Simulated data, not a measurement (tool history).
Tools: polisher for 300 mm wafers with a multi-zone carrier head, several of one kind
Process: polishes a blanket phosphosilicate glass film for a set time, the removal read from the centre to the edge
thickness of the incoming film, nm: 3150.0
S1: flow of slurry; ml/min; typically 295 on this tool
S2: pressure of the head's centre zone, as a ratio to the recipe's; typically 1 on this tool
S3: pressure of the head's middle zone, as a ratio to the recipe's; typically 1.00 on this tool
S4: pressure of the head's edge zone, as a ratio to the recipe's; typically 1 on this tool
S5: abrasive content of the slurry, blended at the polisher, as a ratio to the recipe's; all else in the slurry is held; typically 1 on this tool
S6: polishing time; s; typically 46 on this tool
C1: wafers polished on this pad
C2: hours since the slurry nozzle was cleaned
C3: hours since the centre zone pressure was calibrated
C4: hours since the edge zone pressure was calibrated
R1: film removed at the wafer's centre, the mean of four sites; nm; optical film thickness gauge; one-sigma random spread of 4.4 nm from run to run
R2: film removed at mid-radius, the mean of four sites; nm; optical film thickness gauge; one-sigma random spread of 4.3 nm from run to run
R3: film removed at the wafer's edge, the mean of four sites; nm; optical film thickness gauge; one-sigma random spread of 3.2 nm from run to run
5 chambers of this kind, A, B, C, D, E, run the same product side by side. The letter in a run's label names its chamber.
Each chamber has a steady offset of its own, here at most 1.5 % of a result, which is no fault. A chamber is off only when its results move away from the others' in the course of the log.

run   hour   S1  S2    S3  S4  S5  S6    C1     C2     C3     C4      R1      R2      R3
 1D    5.7  295   1  1.00   1   1  46   167  341.3  149.2  480.3  456.26  463.86  459.04
       9.9  -- chamber A: worn pad replaced by a new one
      12.5  -- chamber C: worn pad replaced by a new one
      12.6  -- chamber C: centre zone pressure recalibrated
 2C   13.3  295   1  1.00   1   1  46    10  181.2    0.7   80.3  455.63  454.61  455.03
      17.8  -- chamber A: slurry nozzle cleaned
 3E   21.2  295   1  1.00   1   1  46   882  224.1  299.6  574.0  460.44  465.95  455.42
      24.5  -- chamber B: worn pad replaced by a new one
 4B   26.8  295   1  1.00   1   1  46    28  448.3  222.9  371.5  473.82  454.30  463.55
      28.3  -- chamber E: worn pad replaced by a new one
 5A   32.8  295   1  1.00   1   1  46   281   15.1   73.3  127.6  454.19  462.85  461.16
 6B   38.4  295   1  1.00   1   1  46   170  459.9  234.5  383.1  457.56  463.28  459.57
      42.4  -- chamber D: worn pad replaced by a new one
 7A   44.5  295   1  1.00   1   1  46   424   26.8   85.0  139.3  453.37  458.90  454.74
 8D   50.7  295   1  1.00   1   1  46   102  386.3  194.2  525.3  457.49  460.70  463.82
 9E   56.5  295   1  1.00   1   1  46   347  259.4  334.9  609.3  461.63  473.21  451.32
10C   63.4  295   1  1.00   1   1  46   625  231.3   50.8  130.4  460.76  457.93  461.55
11C   71.1  295   1  1.00   1   1  46   720  239.0   58.5  138.1  455.87  454.91  453.27
12A   77.8  295   1  1.00   1   1  46   833   60.1  118.3  172.6  453.47  451.78  452.45
13E   81.4  295   1  1.00   1   1  46   653  284.3  359.8  634.2  464.38  465.30  454.45
      84.3  -- chamber C: worn pad replaced by a new one
14D   85.1  235   1  1.09   1   1  46   524  420.7  228.6  559.7  451.09  478.08  445.70
15B   89.8  235   1  1.09   1   1  46   801  511.3  285.9  434.5  442.63  491.82  451.86
      94.7  -- chamber B: worn pad replaced by a new one
16C   98.1  235   1  1.09   1   1  46   169  266.0   85.5  165.1  442.86  487.72  447.63
     100.1  -- chamber D: worn pad replaced by a new one
     101.7  -- chamber E: worn pad replaced by a new one
     101.8  -- chamber A: worn pad replaced by a new one
17D  105.6  235   1  1.09   1   1  46    68  441.2  249.1  580.2  452.71  487.69  455.92
     108.3  -- chamber E: centre zone pressure recalibrated
18B  109.5  235   1  1.09   1   1  46   182  531.0  305.6  454.2  428.72  485.99  451.51
19A  114.0  295   1  1.00   1   1  46   150   96.3  154.5  208.8  453.03  454.14  464.42
20E  121.9  295   1  1.00   1   1  46   247  324.8   13.6  674.7  459.05  460.27  455.01
21D  128.7  295   1  1.00   1   1  46   352  464.3  272.2  603.3  460.13  461.10  466.00
22C  136.2  295   1  1.00   1   1  46   637  304.1  123.6  203.2  460.63  458.31  455.36
23A  143.5  295   1  1.00   1   1  46   512  125.8  184.0  238.3  451.58  456.98  460.29
     149.5  -- chamber B: slurry nozzle cleaned
24B  151.1  295   1  1.00   1   1  46   693    1.6  347.2  495.8  442.64  467.91  461.56
     155.4  -- chamber C: worn pad replaced by a new one
25E  156.7  295   1  1.00   1   1  46   675  359.6   48.4  709.5  457.88  469.51  459.15
     160.2  -- chamber B: worn pad replaced by a new one
26B  160.8  295   1  1.00   1   1  46     7   11.3  356.9  505.5  441.71  453.84  464.26
27A  166.0  295   1  1.00   1   1  46   788  148.3  206.5  260.8  447.90  462.23  456.58
     166.1  -- chamber D: worn pad replaced by a new one
     166.7  -- chamber C: slurry nozzle cleaned
28E  172.2  295   1  1.00   1   1  46   865  375.1   63.9  725.0  457.78  469.09  455.47
29C  176.8  295   1  1.00   1   1  46   263   10.1  164.2  243.8  462.33  460.60  450.44
     178.1  -- chamber E: worn pad replaced by a new one
30D  182.3  335   1  1.00   1   1  46   199  517.9  325.8  656.9  463.68  464.25  469.18
31A  188.8  335   1  1.00   1   1  46  1068  171.1  229.3  283.6  459.48  454.20  462.05
32C  193.8  335   1  1.00   1   1  46   472   27.1  181.2  260.8  466.13  457.44  456.67
33D  201.8  335   1  1.00   1   1  46   438  537.4  345.3  676.4  463.46  461.68  468.65
34E  207.5  335   1  1.00   1   1  46   361  410.4   99.2  760.3  464.91  475.86  455.59
35B  214.3  295   1  1.00   1   1  46   664   64.8  410.4  559.0  430.46  468.99  464.06
36D  222.2  295   1  1.00   1   1  46   689  557.8  365.7  696.8  455.13  466.27  456.96
37C  229.2  295   1  1.00   1   1  46   907   62.5  216.6  296.2  452.47  465.19  456.90

Read the log: is a single chamber off, either drifting away or since a service, is the gauge that measures every chamber drifting, or is nothing wrong beyond small per-chamber offsets? Name any odd chamber and what most likely caused it.

Little by little, chamber B moves away from the other chambers.
Likeliest cause: centre zone's pressure below its setpoint, % = 7.76.

Chamber B could run next with any of the 4 candidate recipes listed below; each alters the usual settings, and their results appear as question marks. Which one brings its results back in line with what the other chambers deliver on the usual settings?
A result is in line if it is within this distance of the other chambers' mean on the usual settings: R1 15.00 nm; R2 15.00 nm; R3 11.00 nm
38B-1  235.2  290  0.93  1.01  1.02   1  46                   ?   ?   ?
38B-2  235.2  305  1.12  0.98  0.96   1  46                   ?   ?   ?
38B-3  235.2  285  0.88  1.02  1.04   1  46                   ?   ?   ?
38B-4  235.2  300  1.07  0.99  0.98   1  46                   ?   ?   ?

The other chambers' mean on the usual settings: R1 456.52 nm; R2 460.46 nm; R3 457.64 nm
  run      R1      R2      R3
38B-1  386.25  467.29  466.10
38B-2  477.04  456.18  453.60
38B-3  362.34  470.89  470.19
38B-4  452.92  459.89  457.80
It is 38B-4 that realigns the chamber with its peers.
